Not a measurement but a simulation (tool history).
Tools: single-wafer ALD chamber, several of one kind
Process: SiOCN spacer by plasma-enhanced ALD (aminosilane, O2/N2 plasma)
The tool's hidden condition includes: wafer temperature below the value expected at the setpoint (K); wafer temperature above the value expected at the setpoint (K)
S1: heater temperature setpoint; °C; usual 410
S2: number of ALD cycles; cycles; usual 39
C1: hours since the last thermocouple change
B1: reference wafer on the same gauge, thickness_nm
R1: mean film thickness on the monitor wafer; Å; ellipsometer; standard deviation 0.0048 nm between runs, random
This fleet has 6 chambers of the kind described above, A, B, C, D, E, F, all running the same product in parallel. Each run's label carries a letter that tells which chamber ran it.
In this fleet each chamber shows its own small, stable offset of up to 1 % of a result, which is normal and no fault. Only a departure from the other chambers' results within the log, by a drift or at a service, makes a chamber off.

run 1F hour=8.7 | S1=410 S2=39 | C1=921.3 | B1=2.7114 | R1=22.869
run 2D hour=18.1 | S1=410 S2=39 | C1=464.4 | B1=2.7092 | R1=22.844
-- hour=19.2 chamber B: thermocouple changed; heater temperature recalibrated
run 3C hour=28.1 | S1=410 S2=39 | C1=613.5 | B1=2.7092 | R1=22.804
run 4A hour=38.1 | S1=410 S2=39 | C1=126.1 | B1=2.7096 | R1=23.072
run 5E hour=46.1 | S1=415 S2=46 | C1=1717.6 | B1=2.7099 | R1=26.677
run 6B hour=54.8 | S1=415 S2=46 | C1=35.7 | B1=2.7092 | R1=26.400
run 7D hour=61.4 | S1=415 S2=46 | C1=507.7 | B1=2.7099 | R1=26.510
run 8C hour=70.5 | S1=415 S2=46 | C1=655.9 | B1=2.7103 | R1=26.559
run 9A hour=79.5 | S1=415 S2=46 | C1=167.5 | B1=2.7107 | R1=26.794
run 10F hour=84.4 | S1=415 S2=46 | C1=997.0 | B1=2.7094 | R1=26.660
run 11E hour=93.7 | S1=410 S2=39 | C1=1765.2 | B1=2.7092 | R1=22.933
run 12B hour=102.2 | S1=410 S2=39 | C1=83.1 | B1=2.7093 | R1=22.693
run 13B hour=109.6 | S1=410 S2=39 | C1=90.5 | B1=2.7105 | R1=22.663
run 14C hour=119.3 | S1=410 S2=39 | C1=704.7 | B1=2.7115 | R1=22.863
run 15A hour=130.2 | S1=410 S2=39 | C1=218.2 | B1=2.7098 | R1=23.058
run 16D hour=138.3 | S1=410 S2=39 | C1=584.6 | B1=2.7104 | R1=22.820
run 17F hour=143.1 | S1=410 S2=39 | C1=1055.7 | B1=2.7086 | R1=22.942
run 18E hour=148.1 | S1=410 S2=39 | C1=1819.6 | B1=2.7102 | R1=22.899
run 19E hour=159.1 | S1=410 S2=39 | C1=1830.6 | B1=2.7107 | R1=22.944
run 20B hour=165.1 | S1=410 S2=39 | C1=146.0 | B1=2.7094 | R1=22.741
run 21F hour=171.8 | S1=410 S2=39 | C1=1084.4 | B1=2.7109 | R1=22.935
run 22A hour=179.2 | S1=410 S2=39 | C1=267.2 | B1=2.7105 | R1=23.072
run 23C hour=186.1 | S1=410 S2=39 | C1=771.5 | B1=2.7106 | R1=22.722
run 24D hour=196.0 | S1=410 S2=39 | C1=642.3 | B1=2.7106 | R1=22.794
run 25D hour=200.8 | S1=410 S2=39 | C1=647.1 | B1=2.7103 | R1=22.858
run 26C hour=206.7 | S1=410 S2=39 | C1=792.1 | B1=2.7097 | R1=22.787
run 27E hour=217.1 | S1=410 S2=39 | C1=1888.6 | B1=2.7107 | R1=22.891
run 28B hour=224.7 | S1=410 S2=39 | C1=205.6 | B1=2.7094 | R1=22.677
run 29F hour=235.1 | S1=410 S2=46 | C1=1147.7 | B1=2.7090 | R1=26.987
run 30A hour=244.5 | S1=410 S2=46 | C1=332.5 | B1=2.7097 | R1=27.041
run 31A hour=251.7 | S1=410 S2=46 | C1=339.7 | B1=2.7111 | R1=27.286
run 32F hour=260.7 | S1=410 S2=46 | C1=1173.3 | B1=2.7098 | R1=27.013
run 33E hour=265.7 | S1=410 S2=46 | C1=1937.2 | B1=2.7106 | R1=27.047
run 34B hour=276.0 | S1=410 S2=46 | C1=256.9 | B1=2.7089 | R1=26.789
run 35C hour=283.8 | S1=410 S2=39 | C1=869.2 | B1=2.7094 | R1=22.848
run 36D hour=289.6 | S1=410 S2=39 | C1=735.9 | B1=2.7099 | R1=22.929
run 37F hour=297.4 | S1=410 S2=39 | C1=1210.0 | B1=2.7096 | R1=22.965

What goes on in this fleet: one chamber off, a drifting gauge, or nothing beyond the chambers' own small offsets? Name the chamber and the cause, if any.

Neither any chamber nor the gauge drifts; the chambers differ only by their own small, steady offsets.

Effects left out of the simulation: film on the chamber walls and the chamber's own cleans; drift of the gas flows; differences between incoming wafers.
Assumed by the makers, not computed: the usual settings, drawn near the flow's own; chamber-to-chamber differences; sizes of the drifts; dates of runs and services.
